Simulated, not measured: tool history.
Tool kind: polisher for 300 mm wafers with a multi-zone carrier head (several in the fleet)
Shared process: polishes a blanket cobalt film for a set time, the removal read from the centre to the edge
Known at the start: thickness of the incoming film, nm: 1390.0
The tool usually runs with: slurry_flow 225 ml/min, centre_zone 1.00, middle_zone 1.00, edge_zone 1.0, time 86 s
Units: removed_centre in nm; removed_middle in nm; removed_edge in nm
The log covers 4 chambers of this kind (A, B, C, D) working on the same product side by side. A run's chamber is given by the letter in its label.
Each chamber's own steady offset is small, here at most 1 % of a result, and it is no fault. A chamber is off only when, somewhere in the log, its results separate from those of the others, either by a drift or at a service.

run,hour,slurry_flow,centre_zone,middle_zone,edge_zone,time,removed_centre,removed_middle,removed_edge
1A,4.7,225,1.00,1.00,1.0,86,456.93,451.40,452.79
# hour 6.4: chamber A: worn pad replaced by a new one
2B,6.8,225,1.00,1.00,1.0,86,451.77,452.72,448.92
3C,11.3,225,1.00,1.00,1.0,86,450.28,449.09,441.71
4D,15.2,225,1.00,1.00,1.0,86,455.28,460.28,453.76
# hour 16.2: chamber C: worn pad replaced by a new one
5C,17.7,225,1.00,1.00,1.0,86,451.41,444.58,447.63
# hour 20.5: chamber D: worn pad replaced by a new one
6D,20.5,225,1.00,1.00,1.0,86,449.58,454.42,454.45
7A,22.7,225,1.00,1.00,1.0,86,449.98,445.52,449.55
8B,24.9,225,1.00,1.00,1.1,86,448.75,450.09,476.55
9C,27.5,225,1.00,1.00,1.1,86,455.84,458.76,472.28
10B,30.0,225,1.00,1.00,1.1,86,456.34,446.21,478.76
11D,33.9,225,1.00,1.00,1.1,86,452.45,462.17,466.58
12A,38.6,225,1.00,0.96,1.0,86,449.51,428.27,450.74
13D,42.7,225,1.00,0.96,1.0,86,446.72,425.36,443.18
14A,47.4,225,1.00,0.96,1.0,86,452.15,440.20,451.47
15C,50.0,225,1.00,0.96,1.0,86,460.04,438.35,449.24
16B,52.9,225,1.00,1.00,1.0,86,450.25,448.73,441.50
17D,57.5,290,1.00,1.00,1.0,86,461.23,460.74,461.69
18A,61.9,290,1.00,1.00,1.0,86,466.39,461.19,459.66
19C,64.4,290,1.00,1.00,1.0,86,482.37,464.53,465.17
20B,66.8,290,1.00,1.00,1.0,86,464.26,462.71,462.23
# hour 69.8: chamber B: edge zone pressure recalibrated
# hour 70.5: chamber D: worn pad replaced by a new one
21B,71.5,225,1.00,1.00,1.0,86,446.41,447.86,447.61
22A,76.4,225,1.09,0.88,1.0,86,489.84,393.38,449.02
23C,78.5,225,1.09,0.88,1.0,86,517.36,406.20,450.59
24D,81.5,225,1.09,0.88,1.0,86,492.12,400.92,451.52
25C,84.2,225,1.09,0.88,1.0,86,515.04,408.98,443.99
26D,86.4,225,1.04,1.00,1.0,86,465.55,456.93,454.53

One chamber off, gauge drift, or nothing amiss beyond the chambers' own small offsets? If it is a chamber, which one, and what is the likeliest cause?

Little by little, chamber C moves away from the other chambers.
Most likely cause: centre zone's pressure above its setpoint, % = 5.06.

Below are 4 candidate recipes for chamber C's next run, each the usual settings with a change, their results shown as question marks. Which of them brings C's results back in line with what the other chambers give on the usual settings?
In line means no further than this from the other chambers' mean on the usual settings: removed_centre 12.00 nm; removed_middle 19.00 nm; removed_edge 14.00 nm
27C-1,89.9,230,1.05,1.00,0.98,87,?,?,?
27C-2,89.9,225,0.99,1.00,1.00,86,?,?,?
27C-3,89.9,225,1.01,1.00,1.00,86,?,?,?
27C-4,89.9,220,0.95,1.00,1.02,85,?,?,?

Mean of the other chambers on the usual settings: removed_centre 449.27 nm; removed_middle 449.87 nm; removed_edge 449.60 nm
run,removed_centre,removed_middle,removed_edge
27C-1,511.98,461.56,452.47
27C-2,473.45,455.14,451.15
27C-3,483.82,455.09,451.15
27C-4,446.03,448.65,449.68
Change 27C-4 lands the chamber within the allowed miss of the other chambers.
